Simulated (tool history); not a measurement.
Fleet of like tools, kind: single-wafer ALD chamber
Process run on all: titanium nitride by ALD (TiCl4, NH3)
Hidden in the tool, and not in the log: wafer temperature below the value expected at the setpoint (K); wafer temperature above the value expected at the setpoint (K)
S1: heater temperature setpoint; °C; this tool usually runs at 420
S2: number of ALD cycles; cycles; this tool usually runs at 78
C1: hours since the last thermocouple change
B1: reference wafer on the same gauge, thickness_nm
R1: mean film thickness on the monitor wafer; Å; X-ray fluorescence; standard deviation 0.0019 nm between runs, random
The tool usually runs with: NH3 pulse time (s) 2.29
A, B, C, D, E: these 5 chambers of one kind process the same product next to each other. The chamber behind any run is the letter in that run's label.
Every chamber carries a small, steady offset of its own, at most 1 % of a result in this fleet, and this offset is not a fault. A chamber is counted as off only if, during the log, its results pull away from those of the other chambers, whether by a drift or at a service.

run 1A hour=3.7 | S1=420 S2=78 NH3_pulse_time_(s)=2.29 | C1=475.6 | B1=1.5900 | R1=17.281
run 2C hour=7.8 | S1=420 S2=78 NH3_pulse_time_(s)=2.29 | C1=705.0 | B1=1.5906 | R1=17.240
run 3E hour=10.5 | S1=420 S2=78 NH3_pulse_time_(s)=2.29 | C1=1566.5 | B1=1.5906 | R1=17.371
run 4B hour=12.9 | S1=420 S2=78 NH3_pulse_time_(s)=2.29 | C1=1267.4 | B1=1.5903 | R1=17.448
run 5D hour=15.5 | S1=420 S2=78 NH3_pulse_time_(s)=2.29 | C1=618.8 | B1=1.5909 | R1=17.339
run 6D hour=17.8 | S1=412 S2=78 NH3_pulse_time_(s)=2.92 | C1=621.1 | B1=1.5910 | R1=17.455
run 7E hour=20.1 | S1=412 S2=78 NH3_pulse_time_(s)=2.92 | C1=1576.1 | B1=1.5910 | R1=17.474
run 8A hour=22.2 | S1=412 S2=78 NH3_pulse_time_(s)=2.92 | C1=494.1 | B1=1.5915 | R1=17.398
run 9C hour=25.5 | S1=412 S2=78 NH3_pulse_time_(s)=2.92 | C1=722.7 | B1=1.5918 | R1=17.342
run 10B hour=28.9 | S1=412 S2=78 NH3_pulse_time_(s)=2.92 | C1=1283.4 | B1=1.5918 | R1=17.485
run 11B hour=31.1 | S1=420 S2=70 NH3_pulse_time_(s)=2.29 | C1=1285.6 | B1=1.5915 | R1=15.668
run 12D hour=34.6 | S1=420 S2=70 NH3_pulse_time_(s)=2.29 | C1=637.9 | B1=1.5921 | R1=15.559
run 13A hour=37.6 | S1=420 S2=70 NH3_pulse_time_(s)=2.29 | C1=509.5 | B1=1.5924 | R1=15.554
run 14C hour=41.4 | S1=420 S2=70 NH3_pulse_time_(s)=2.29 | C1=738.6 | B1=1.5923 | R1=15.514
run 15E hour=46.0 | S1=420 S2=70 NH3_pulse_time_(s)=2.29 | C1=1602.0 | B1=1.5929 | R1=15.586
run 16C hour=48.6 | S1=420 S2=78 NH3_pulse_time_(s)=2.29 | C1=745.8 | B1=1.5925 | R1=17.251
run 17B hour=52.4 | S1=420 S2=78 NH3_pulse_time_(s)=2.59 | C1=1306.9 | B1=1.5929 | R1=17.521
run 18D hour=56.2 | S1=420 S2=78 NH3_pulse_time_(s)=2.59 | C1=659.5 | B1=1.5936 | R1=17.412
run 19A hour=58.3 | S1=420 S2=78 NH3_pulse_time_(s)=2.59 | C1=530.2 | B1=1.5930 | R1=17.386
run 20E hour=62.8 | S1=420 S2=78 NH3_pulse_time_(s)=2.59 | C1=1618.8 | B1=1.5937 | R1=17.450
run 21D hour=65.1 | S1=420 S2=78 NH3_pulse_time_(s)=2.59 | C1=668.4 | B1=1.5935 | R1=17.434
run 22C hour=69.6 | S1=420 S2=78 NH3_pulse_time_(s)=2.29 | C1=766.8 | B1=1.5943 | R1=17.274
run 23A hour=73.8 | S1=420 S2=78 NH3_pulse_time_(s)=2.29 | C1=545.7 | B1=1.5948 | R1=17.337
run 24E hour=76.4 | S1=420 S2=78 NH3_pulse_time_(s)=2.29 | C1=1632.4 | B1=1.5938 | R1=17.404
run 25B hour=80.6 | S1=420 S2=78 NH3_pulse_time_(s)=2.29 | C1=1335.1 | B1=1.5944 | R1=17.485
run 26E hour=83.9 | S1=420 S2=78 NH3_pulse_time_(s)=2.29 | C1=1639.9 | B1=1.5948 | R1=17.426
run 27A hour=87.7 | S1=420 S2=78 NH3_pulse_time_(s)=2.29 | C1=559.6 | B1=1.5954 | R1=17.357
run 28C hour=91.6 | S1=420 S2=78 NH3_pulse_time_(s)=2.29 | C1=788.8 | B1=1.5951 | R1=17.306
run 29D hour=95.6 | S1=420 S2=78 NH3_pulse_time_(s)=2.29 | C1=698.9 | B1=1.5959 | R1=17.400
run 30B hour=99.7 | S1=420 S2=78 NH3_pulse_time_(s)=2.29 | C1=1354.2 | B1=1.5961 | R1=17.491
run 31B hour=104.4 | S1=420 S2=78 NH3_pulse_time_(s)=2.29 | C1=1358.9 | B1=1.5958 | R1=17.495
run 32C hour=108.3 | S1=420 S2=78 NH3_pulse_time_(s)=2.29 | C1=805.5 | B1=1.5960 | R1=17.291
run 33A hour=111.7 | S1=420 S2=78 NH3_pulse_time_(s)=2.29 | C1=583.6 | B1=1.5960 | R1=17.359
run 34D hour=115.7 | S1=420 S2=78 NH3_pulse_time_(s)=2.29 | C1=719.0 | B1=1.5970 | R1=17.431

For the next run the whole fleet of 5 chambers uses the same settings. Give each chamber's results:
run 35A hour=119.0 | S1=420 S2=78 NH3_pulse_time_(s)=2.29 | R1=?
run 35B hour=119.0 | S1=420 S2=78 NH3_pulse_time_(s)=2.29 | R1=?
run 35C hour=119.0 | S1=420 S2=78 NH3_pulse_time_(s)=2.29 | R1=?
run 35D hour=119.0 | S1=420 S2=78 NH3_pulse_time_(s)=2.29 | R1=?
run 35E hour=119.0 | S1=420 S2=78 NH3_pulse_time_(s)=2.29 | R1=?

run=35A R1=17.361
run=35B R1=17.464
run=35C R1=17.295
run=35D R1=17.420
run=35E R1=17.442
